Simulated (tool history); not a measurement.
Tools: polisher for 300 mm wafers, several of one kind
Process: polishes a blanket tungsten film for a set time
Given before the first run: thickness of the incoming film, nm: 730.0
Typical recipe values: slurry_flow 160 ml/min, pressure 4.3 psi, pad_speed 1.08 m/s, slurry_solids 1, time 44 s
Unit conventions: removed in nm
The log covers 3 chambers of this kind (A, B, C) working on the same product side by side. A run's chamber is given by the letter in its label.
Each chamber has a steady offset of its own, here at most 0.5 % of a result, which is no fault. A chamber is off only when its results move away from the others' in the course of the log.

run   hour  slurry_flow  pressure  pad_speed  slurry_solids  time  removed
 1B     12          160       4.3       1.08              1    44    212.5
 2A   25.9          160       4.3       1.08              1    44   207.72
      31.9  -- chamber C: slurry tank refilled with fresh slurry and peroxide
      33.3  -- chamber A: slurry tank refilled with fresh slurry and peroxide
 3C   37.5          160       4.3       1.08              1    44   209.99
      46.5  -- chamber C: slurry nozzle cleaned
 4C     50          160       4.3       1.08              1    44   206.69
      55.6  -- chamber B: worn pad replaced by a new one
 5B   58.9          160       4.3       1.08              1    44   212.27
 6A   72.5          160       4.3       1.08              1    44   211.85
      87.1  -- chamber A: slurry blender recalibrated
 7B   87.6          160       4.3       1.08              1    44   210.82
      88.4  -- chamber A: worn pad replaced by a new one
      92.2  -- chamber A: slurry tank refilled with fresh slurry and peroxide
 8A  100.1          160       4.3       1.08              1    31   148.34
       101  -- chamber B: slurry tank refilled with fresh slurry and peroxide
     106.4  -- chamber C: slurry tank refilled with fresh slurry and peroxide
 9C  115.4          160       4.3       1.08              1    31   141.63
10A  130.7          160       4.3       1.08              1    31    147.9
     143.5  -- chamber A: slurry tank refilled with fresh slurry and peroxide
     145.4  -- chamber B: worn pad replaced by a new one
11B  146.6          160       4.3       1.08              1    44   205.71
12C  159.7          160       4.3       1.08              1    44   196.38
13C  172.5          160       4.3       1.08              1    44      203
     177.4  -- chamber C: slurry tank refilled with fresh slurry and peroxide
14A  187.5          160       4.3       1.08              1    44   207.18
     195.9  -- chamber A: slurry tank refilled with fresh slurry and peroxide
     196.9  -- chamber A: slurry nozzle cleaned
15B    197          160       4.3       1.08              1    44   205.43
     200.4  -- chamber B: head pressure recalibrated
     202.6  -- chamber A: worn pad replaced by a new one
16C  212.5          160       4.3       1.08              1    44   199.19
     218.6  -- chamber B: slurry blender recalibrated
17A  223.3          160       4.3       0.94              1    36   147.67
     224.4  -- chamber B: worn pad replaced by a new one
       229  -- chamber B: slurry nozzle cleaned
18B  231.1          160       4.3       0.94              1    36   149.61
     231.3  -- chamber B: slurry tank refilled with fresh slurry and peroxide
19C  242.5          160       4.3       0.94              1    36   138.22
     245.2  -- chamber A: slurry tank refilled with fresh slurry and peroxide
20B  252.6          160       4.3       1.08              1    44   206.99
21A  262.5          160       4.3       1.08              1    44   204.95
22B  270.1          160       4.3       1.08              1    44   209.76
     278.3  -- chamber A: slurry blender recalibrated
23A  279.9          160       4.3       1.08              1    44   205.78

Predict what each chamber gives when all 3 of them run the settings below next.
24A  291.5          160       4.3       1.08              1    44        ?
24B  291.5          160       4.3       1.08              1    44        ?
24C  291.5          160       4.3       1.08              1    44        ?

run  removed
24A   203.99
24B   213.18
24C   190.16
